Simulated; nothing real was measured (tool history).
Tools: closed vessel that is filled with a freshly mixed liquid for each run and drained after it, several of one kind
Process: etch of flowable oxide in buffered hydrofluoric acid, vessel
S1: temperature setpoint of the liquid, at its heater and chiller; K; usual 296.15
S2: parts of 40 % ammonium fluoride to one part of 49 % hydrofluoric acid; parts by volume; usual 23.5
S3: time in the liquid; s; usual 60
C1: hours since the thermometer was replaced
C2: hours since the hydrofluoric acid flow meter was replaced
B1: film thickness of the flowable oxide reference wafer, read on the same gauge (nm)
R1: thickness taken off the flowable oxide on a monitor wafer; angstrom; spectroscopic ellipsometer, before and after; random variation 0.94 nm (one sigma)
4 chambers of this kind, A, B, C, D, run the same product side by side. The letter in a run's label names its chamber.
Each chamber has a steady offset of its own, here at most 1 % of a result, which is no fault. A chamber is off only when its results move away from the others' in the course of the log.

Run 1D, hour 6.8: usual settings; C1 767.1; C2 110.2; B1 40.020. Result: R1 1045.2 angstrom.
Run 2C, hour 16.8: usual settings; C1 1053.2; C2 1522.9; B1 39.936. Result: R1 1051.9 angstrom.
Run 3A, hour 22.8: usual settings; C1 623.8; C2 161.4; B1 39.967. Result: R1 1030.8 angstrom.
Run 4B, hour 29.2: usual settings; C1 710.1; C2 204.0; B1 40.029. Result: R1 1047.6 angstrom.
Run 5B, hour 34.8: usual settings; C1 715.7; C2 209.6; B1 39.997. Result: R1 1062.6 angstrom.
Run 6A, hour 39.8: usual settings; C1 640.8; C2 178.4; B1 39.990. Result: R1 1054.6 angstrom.
Run 7C, hour 44.4: usual settings; C1 1080.8; C2 1550.5; B1 40.038. Result: R1 1040.0 angstrom.
Run 8D, hour 49.4: usual settings; C1 809.7; C2 152.8; B1 39.991. Result: R1 1053.5 angstrom.
Run 9C, hour 56.4: usual settings; C1 1092.8; C2 1562.5; B1 39.978. Result: R1 1024.6 angstrom.
Run 10D, hour 65.6: usual settings; C1 825.9; C2 169.0; B1 39.964. Result: R1 1051.3 angstrom.
Run 11B, hour 72.7: usual settings; C1 753.6; C2 247.5; B1 39.962. Result: R1 1049.0 angstrom.
Run 12A, hour 78.0: usual settings; C1 679.0; C2 216.6; B1 39.998. Result: R1 1049.3 angstrom.
Run 13A, hour 84.3: usual settings; C1 685.3; C2 222.9; B1 39.981. Result: R1 1041.2 angstrom.
Run 14C, hour 93.3: usual settings but S1 299.65 K; C1 1129.7; C2 1599.4; B1 39.976. Result: R1 1264.8 angstrom.
Run 15D, hour 100.5: usual settings but S1 299.65 K; C1 860.8; C2 203.9; B1 39.978. Result: R1 1254.4 angstrom.
Run 16B, hour 105.9: usual settings but S1 299.65 K; C1 786.8; C2 280.7; B1 39.998. Result: R1 1312.3 angstrom.
Run 17A, hour 115.2: usual settings but S1 299.65 K; C1 716.2; C2 253.8; B1 40.014. Result: R1 1245.7 angstrom.
Run 18D, hour 124.0: usual settings; C1 884.3; C2 227.4; B1 40.010. Result: R1 1039.7 angstrom.
Run 19B, hour 131.3: usual settings; C1 812.2; C2 306.1; B1 40.043. Result: R1 1094.4 angstrom.
Run 20C, hour 136.4: usual settings; C1 1172.8; C2 1642.5; B1 40.020. Result: R1 1044.2 angstrom.
Run 21A, hour 140.7: usual settings; C1 741.7; C2 279.3; B1 40.008. Result: R1 1026.3 angstrom.
Run 22B, hour 148.6: usual settings; C1 829.5; C2 323.4; B1 39.987. Result: R1 1116.5 angstrom.
Run 23D, hour 156.5: usual settings; C1 916.8; C2 259.9; B1 39.989. Result: R1 1033.5 angstrom.
Run 24C, hour 166.4: usual settings; C1 1202.8; C2 1672.5; B1 40.020. Result: R1 1044.9 angstrom.
Run 25D, hour 175.2: usual settings but S2 17.0 parts by volume; C1 935.5; C2 278.6; B1 39.985. Result: R1 1366.9 angstrom.
Run 26B, hour 180.3: usual settings but S2 17.0 parts by volume; C1 861.2; C2 355.1; B1 40.033. Result: R1 1478.1 angstrom.
Run 27A, hour 187.6: usual settings but S2 17.0 parts by volume; C1 788.6; C2 326.2; B1 40.006. Result: R1 1359.7 angstrom.
Run 28C, hour 193.4: usual settings but S2 17.0 parts by volume; C1 1229.8; C2 1699.5; B1 39.997. Result: R1 1380.8 angstrom.
Run 29B, hour 197.9: usual settings; C1 878.8; C2 372.7; B1 40.020. Result: R1 1133.8 angstrom.
Run 30C, hour 205.7: usual settings; C1 1242.1; C2 1711.8; B1 39.976. Result: R1 1052.1 angstrom.

All 4 chambers run these settings next. Forecast each chamber's results:
Run 31A, hour 212.9: usual settings. Result: R1 ?.
Run 31B, hour 212.9: usual settings. Result: R1 ?.
Run 31C, hour 212.9: usual settings. Result: R1 ?.
Run 31D, hour 212.9: usual settings. Result: R1 ?.

run      R1
31A  1055.2
31B  1157.6
31C  1045.3
31D  1054.8

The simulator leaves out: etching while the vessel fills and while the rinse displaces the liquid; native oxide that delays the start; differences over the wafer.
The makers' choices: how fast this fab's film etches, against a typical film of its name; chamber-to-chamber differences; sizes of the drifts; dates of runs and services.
